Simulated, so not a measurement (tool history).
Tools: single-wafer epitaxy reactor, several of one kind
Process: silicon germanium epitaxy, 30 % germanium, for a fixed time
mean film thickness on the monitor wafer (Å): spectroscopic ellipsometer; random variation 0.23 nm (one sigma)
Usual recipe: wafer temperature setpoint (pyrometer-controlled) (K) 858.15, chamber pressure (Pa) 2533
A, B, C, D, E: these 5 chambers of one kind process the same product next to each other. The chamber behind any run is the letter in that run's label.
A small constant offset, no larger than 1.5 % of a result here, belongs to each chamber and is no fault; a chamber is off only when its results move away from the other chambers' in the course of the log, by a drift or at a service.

run,hour,wafer temperature setpoint (pyrometer-controlled) (K),chamber pressure (Pa),hours since the last pyrometer calibration,hours since the last manometer calibration,"read-back reference wafer on the same gauge, thickness_nm",mean film thickness on the monitor wafer (Å)
1C,5.1,858.15,2533,261.7,2369.9,45.429,440.65
2B,9.7,858.15,2533,2886.3,1336.5,45.446,439.56
3D,12.4,858.15,2533,521.5,1629.7,45.409,441.01
4E,15.2,858.15,2533,1446.6,484.3,45.413,437.99
5A,18.4,858.15,2533,399.9,1425.1,45.42,433.49
6D,23.3,871.15,2253,532.4,1640.6,45.4,525.72
7C,27.6,871.15,2253,284.2,2392.4,45.409,538.87
8E,30,871.15,2253,1461.4,499.1,45.435,533.71
# hour 33.9: chamber A: capacitance manometer re-zeroed and calibrated
9A,35,871.15,2253,416.5,1.1,45.389,528.66
10B,37.7,871.15,2253,2914.3,1364.5,45.419,535.2
11B,42.1,858.15,2533,2918.7,1368.9,45.442,439.24
12A,45.7,858.15,2533,427.2,11.8,45.371,437.74
13C,49.6,858.15,2533,306.2,2414.4,45.423,443.37
14D,54.4,858.15,2533,563.5,1671.7,45.399,434.66
15E,59.2,858.15,2533,1490.6,528.3,45.407,439.55
16E,64.5,858.15,2533,1495.9,533.6,45.41,437.35
17D,68.5,858.15,2533,577.6,1685.8,45.318,437.5
# hour 69: chamber B: pyrometer calibrated
18B,71.3,851.15,2533,2.4,1398.1,45.359,404.33
19C,75,851.15,2533,331.6,2439.8,45.363,388.06
20A,79.4,851.15,2533,460.9,45.5,45.392,380.08
21A,82.8,851.15,2533,464.3,48.9,45.423,379.94
22B,85.9,851.15,2533,17,1412.7,45.394,406.78
23C,89.7,858.15,2533,346.3,2454.5,45.44,441.64
24E,94.2,863.15,2533,1525.6,563.3,45.394,482.94
25D,96.5,863.15,2533,605.6,1713.8,45.432,482.56
26A,101,863.15,2533,482.5,67.1,45.351,479.42
27C,105.2,863.15,2533,361.8,2470,45.391,484.92
28E,109.7,863.15,2533,1541.1,578.8,45.405,480.96
29B,114.2,858.15,2533,45.3,1441,45.394,460.68
30D,117.3,845.15,2840,626.4,1734.6,45.386,354.64
31E,122.6,845.15,2840,1554,591.7,45.414,356.22
32B,124.9,845.15,2840,56,1451.7,45.436,374.55
33A,129.6,845.15,2840,511.1,95.7,45.397,356.79
34C,133.2,845.15,2840,389.8,2498,45.473,362.21

For the next run the whole fleet of 5 chambers uses the same settings. Give each chamber's results:
35A,137,858.15,2533,,,,?
35B,137,858.15,2533,,,,?
35C,137,858.15,2533,,,,?
35D,137,858.15,2533,,,,?
35E,137,858.15,2533,,,,?

run,mean film thickness on the monitor wafer (Å)
35A,436.25
35B,461.4
35C,441.94
35D,434.84
35E,437.02
